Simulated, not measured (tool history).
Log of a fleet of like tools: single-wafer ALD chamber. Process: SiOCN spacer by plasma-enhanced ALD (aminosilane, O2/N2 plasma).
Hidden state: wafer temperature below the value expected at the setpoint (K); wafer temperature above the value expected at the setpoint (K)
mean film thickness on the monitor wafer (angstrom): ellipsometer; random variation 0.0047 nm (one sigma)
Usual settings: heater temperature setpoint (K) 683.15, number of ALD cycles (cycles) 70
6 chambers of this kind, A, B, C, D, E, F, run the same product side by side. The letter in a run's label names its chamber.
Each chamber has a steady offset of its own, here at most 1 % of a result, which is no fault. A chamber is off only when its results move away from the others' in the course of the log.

run,day,heater temperature setpoint (K),number of ALD cycles (cycles),hours since the last thermocouple change,"read-back reference wafer on the same gauge, thickness_nm",mean film thickness on the monitor wafer (angstrom)
1F,0.417,683.15,70,331.5,4.5912,40.966
2B,0.792,683.15,70,635.5,4.5921,40.752
3E,1.196,683.15,70,1246.5,4.5928,41.097
4A,1.588,683.15,70,1033.5,4.5928,40.977
5C,1.804,683.15,70,633.9,4.5933,41.088
6D,2.15,683.15,70,170.2,4.5933,41.229
7D,2.475,693.15,70,178,4.5948,40.012
8E,2.917,693.15,70,1287.8,4.5952,39.777
9B,3.242,693.15,70,694.3,4.5961,39.554
10F,3.458,693.15,70,404.5,4.5962,39.526
11C,3.742,693.15,70,680.4,4.5957,39.81
12A,4.05,693.15,70,1092.6,4.5966,39.737
13E,4.35,683.15,70,1322.2,4.5967,41.058
14A,4.758,674.15,56,1109.6,4.598,33.767
15C,5.083,674.15,56,712.6,4.598,33.799
16B,5.512,674.15,56,748.8,4.5999,33.504
17D,5.779,674.15,56,257.3,4.5998,33.98
18F,6.021,674.15,56,466,4.5994,33.711
19D,6.412,674.15,56,272.5,4.6003,34.01
20C,6.675,689.15,70,750.8,4.6013,40.345
21B,7.125,689.15,70,787.5,4.6016,39.992
22F,7.412,689.15,70,499.4,4.6009,40.212
23A,7.808,689.15,70,1182.8,4.601,40.329
24E,8.167,689.15,70,1413.8,4.6024,40.443
25E,8.567,689.15,70,1423.4,4.6028,40.301
26B,9.004,689.15,64,832.6,4.6025,36.595
27F,9.442,689.15,64,548.1,4.605,36.799
28A,9.817,689.15,64,1231,4.6057,36.881
29C,10.017,689.15,64,831,4.6062,36.928
30D,10.288,689.15,64,365.5,4.6073,37.096
31D,10.617,689.15,64,373.4,4.6063,37.141
32A,10.862,683.15,70,1256.1,4.6075,41.162
33C,11.308,683.15,70,862,4.6085,41.167
34E,11.567,683.15,70,1495.4,4.6093,41.181
35F,11.942,683.15,70,608.1,4.61,41.04
36B,12.221,683.15,70,909.8,4.6083,40.832
37F,12.55,683.15,70,622.7,4.6106,40.969
38D,12.988,683.15,70,430.3,4.6096,41.463
39C,13.279,683.15,70,909.3,4.6114,41.211

What goes on in this fleet: one chamber off, a drifting gauge, or nothing beyond the chambers' own small offsets? Name the chamber and the cause, if any.

The gauge drifts, so all chambers seem to drift together. No chamber is off.
Cause: gauge reads high (%) = 0.469.
